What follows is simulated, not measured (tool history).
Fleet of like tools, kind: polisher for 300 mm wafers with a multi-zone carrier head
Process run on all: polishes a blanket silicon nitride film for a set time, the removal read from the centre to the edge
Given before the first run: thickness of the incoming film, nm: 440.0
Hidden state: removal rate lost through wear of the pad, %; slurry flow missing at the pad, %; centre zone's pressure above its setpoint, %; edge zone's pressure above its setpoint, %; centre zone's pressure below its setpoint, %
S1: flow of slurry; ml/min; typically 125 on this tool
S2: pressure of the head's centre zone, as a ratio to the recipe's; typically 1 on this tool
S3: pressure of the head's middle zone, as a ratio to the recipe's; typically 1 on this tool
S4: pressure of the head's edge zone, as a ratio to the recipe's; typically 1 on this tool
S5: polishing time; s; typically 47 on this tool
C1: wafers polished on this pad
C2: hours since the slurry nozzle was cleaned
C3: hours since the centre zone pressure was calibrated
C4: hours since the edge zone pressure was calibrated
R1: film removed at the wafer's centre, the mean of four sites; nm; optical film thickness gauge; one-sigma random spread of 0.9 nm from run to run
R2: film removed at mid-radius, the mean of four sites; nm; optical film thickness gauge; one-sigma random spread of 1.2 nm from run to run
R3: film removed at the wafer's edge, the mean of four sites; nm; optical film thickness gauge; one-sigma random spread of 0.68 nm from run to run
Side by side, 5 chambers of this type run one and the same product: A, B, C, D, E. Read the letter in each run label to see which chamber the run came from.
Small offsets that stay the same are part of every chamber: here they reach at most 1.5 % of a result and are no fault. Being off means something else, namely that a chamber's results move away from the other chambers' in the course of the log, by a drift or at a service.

Run 1D, day 0.1: usual settings; C1 46; C2 251.9; C3 54; C4 866.2. Result: R1 92.237 nm, R2 90.702 nm, R3 89.955 nm.
Run 2C, day 0.288: usual settings; C1 215; C2 276.1; C3 557.2; C4 318.6. Result: R1 91.217 nm, R2 91.198 nm, R3 91.06 nm.
Run 3A, day 0.462: usual settings; C1 744; C2 131.2; C3 430.5; C4 98. Result: R1 91.792 nm, R2 87.453 nm, R3 90.038 nm.
At day 0.471: chamber E: worn pad replaced by a new one.
Run 4E, day 0.625: usual settings; C1 28; C2 185.5; C3 846.4; C4 127.1. Result: R1 90.71 nm, R2 91.011 nm, R3 90.48 nm.
Run 5B, day 0.821: usual settings; C1 607; C2 204.1; C3 484.4; C4 523.9. Result: R1 90.779 nm, R2 90.339 nm, R3 91.636 nm.
Run 6A, day 0.992: usual settings; C1 842; C2 143.9; C3 443.2; C4 110.7. Result: R1 92.079 nm, R2 90.929 nm, R3 90.095 nm.
Run 7E, day 1.179: usual settings; C1 131; C2 198.8; C3 859.7; C4 140.4. Result: R1 90.507 nm, R2 89.399 nm, R3 92.323 nm.
Run 8C, day 1.288: usual settings; C1 399; C2 300.1; C3 581.2; C4 342.6. Result: R1 88.808 nm, R2 92.759 nm, R3 90.475 nm.
Run 9B, day 1.404: usual settings; C1 715; C2 218.1; C3 498.4; C4 537.9. Result: R1 90.804 nm, R2 91.541 nm, R3 90.027 nm.
Run 10D, day 1.546: usual settings; C1 312; C2 286.6; C3 88.7; C4 900.9. Result: R1 89.685 nm, R2 89.788 nm, R3 90.907 nm.
Run 11C, day 1.671: usual settings; C1 470; C2 309.3; C3 590.4; C4 351.8. Result: R1 91.376 nm, R2 89.775 nm, R3 90.002 nm.
Run 12A, day 1.817: usual settings; C1 993; C2 163.7; C3 463; C4 130.5. Result: R1 90.4 nm, R2 89.59 nm, R3 89.669 nm.
Run 13B, day 1.996: usual settings; C1 824; C2 232.3; C3 512.6; C4 552.1. Result: R1 88.027 nm, R2 88.707 nm, R3 90.841 nm.
At day 2.012: chamber A: worn pad replaced by a new one.
Run 14D, day 2.179: usual settings; C1 429; C2 301.8; C3 103.9; C4 916.1. Result: R1 91.586 nm, R2 91.975 nm, R3 90.942 nm.
Run 15E, day 2.367: usual settings but S3 0.89; C1 349; C2 227.3; C3 888.2; C4 168.9. Result: R1 88.544 nm, R2 80.191 nm, R3 91.714 nm.
Run 16B, day 2.483: usual settings but S3 0.89; C1 913; C2 244; C3 524.3; C4 563.8. Result: R1 88.558 nm, R2 78.753 nm, R3 89.8 nm.
Run 17D, day 2.604: usual settings but S3 0.89; C1 507; C2 312; C3 114.1; C4 926.3. Result: R1 91.404 nm, R2 81.694 nm, R3 89.904 nm.
At day 2.675: chamber C: worn pad replaced by a new one.
Run 18C, day 2.762: usual settings but S3 0.89; C1 16; C2 335.5; C3 616.6; C4 378. Result: R1 91.137 nm, R2 81.041 nm, R3 90.858 nm.
Run 19A, day 2.875: usual settings but S3 0.89; C1 159; C2 189.1; C3 488.4; C4 155.9. Result: R1 89.906 nm, R2 79.494 nm, R3 90.262 nm.
Run 20E, day 3.038: usual settings; C1 473; C2 243.4; C3 904.3; C4 185. Result: R1 89.291 nm, R2 90.021 nm, R3 90.365 nm.
Run 21B, day 3.158: usual settings but S1 105 ml/min, S2 1.05; C1 1038; C2 260.2; C3 540.5; C4 580. Result: R1 87.031 nm, R2 83.355 nm, R3 83.771 nm.
Run 22A, day 3.3: usual settings but S1 105 ml/min, S2 1.05; C1 237; C2 199.3; C3 498.6; C4 166.1. Result: R1 90.357 nm, R2 87.069 nm, R3 88.813 nm.
Run 23E, day 3.396: usual settings but S1 105 ml/min, S2 1.05; C1 539; C2 252; C3 912.9; C4 193.6. Result: R1 92.298 nm, R2 85.843 nm, R3 89.821 nm.
Run 24C, day 3.575: usual settings but S1 105 ml/min, S2 1.05; C1 166; C2 355; C3 636.1; C4 397.5. Result: R1 90.009 nm, R2 88.661 nm, R3 88.34 nm.
At day 3.596: chamber E: worn pad replaced by a new one.
Run 25D, day 3.754: usual settings but S1 105 ml/min, S2 1.05; C1 719; C2 339.6; C3 141.7; C4 953.9. Result: R1 91.784 nm, R2 87.256 nm, R3 87.829 nm.
Run 26C, day 3.954: usual settings; C1 235; C2 364.1; C3 645.2; C4 406.6. Result: R1 89.763 nm, R2 90.025 nm, R3 91.973 nm.
Run 27E, day 4.154: usual settings but S4 0.89; C1 103; C2 270.2; C3 931.1; C4 211.8. Result: R1 89.161 nm, R2 91.174 nm, R3 86.882 nm.
Run 28B, day 4.321: usual settings but S4 0.89; C1 1252; C2 288.1; C3 568.4; C4 607.9. Result: R1 84.18 nm, R2 83.915 nm, R3 79.7 nm.
Run 29D, day 4.525: usual settings but S4 0.89; C1 861; C2 358.1; C3 160.2; C4 972.4. Result: R1 91.392 nm, R2 90.14 nm, R3 85.178 nm.
Run 30A, day 4.629: usual settings but S4 0.89; C1 482; C2 231.2; C3 530.5; C4 198. Result: R1 90.072 nm, R2 88.462 nm, R3 84.893 nm.
Run 31B, day 4.8: usual settings but S4 0.89; C1 1340; C2 299.6; C3 579.9; C4 619.4. Result: R1 83.921 nm, R2 83.912 nm, R3 78.786 nm.
Run 32D, day 4.954: usual settings; C1 940; C2 368.4; C3 170.5; C4 982.7. Result: R1 92.001 nm, R2 91.696 nm, R3 90.745 nm.

What goes on in this fleet: one chamber off, a drifting gauge, or nothing beyond the chambers' own small offsets? Name the chamber and the cause, if any.

One chamber, B, drifts off from the rest bit by bit.
Cause: removal rate lost through wear of the pad, % = 9.06.
It could be hard to tell apart here from: slurry flow missing at the pad, %.

Below are 4 candidate recipes for chamber B's next run, each the usual settings with a change, their results shown as question marks. Which of them brings B's results back in line with what the other chambers give on the usual settings?
In-line tolerance around the mean of the other chambers on the usual settings: R1 3.1 nm; R2 4.1 nm; R3 2.4 nm
Run 33B-1, day 5.112: usual settings but S5 45 s. Result: R1 ?, R2 ?, R3 ?.
Run 33B-2, day 5.112: usual settings but S5 49 s. Result: R1 ?, R2 ?, R3 ?.
Run 33B-3, day 5.112: usual settings but S5 43 s. Result: R1 ?, R2 ?, R3 ?.
Run 33B-4, day 5.112: usual settings but S1 130 ml/min, S3 1.01, S5 51 s. Result: R1 ?, R2 ?, R3 ?.

Usual-settings mean across the other chambers: R1 90.57 nm; R2 90.764 nm; R3 90.707 nm
  run      R1      R2      R3
33B-1  79.513  79.463  79.753
33B-2  86.581  86.526  86.842
33B-3   75.98  75.931  76.208
33B-4   91.03  91.704  90.939
Change 33B-4 lands the chamber within the allowed miss of the other chambers.
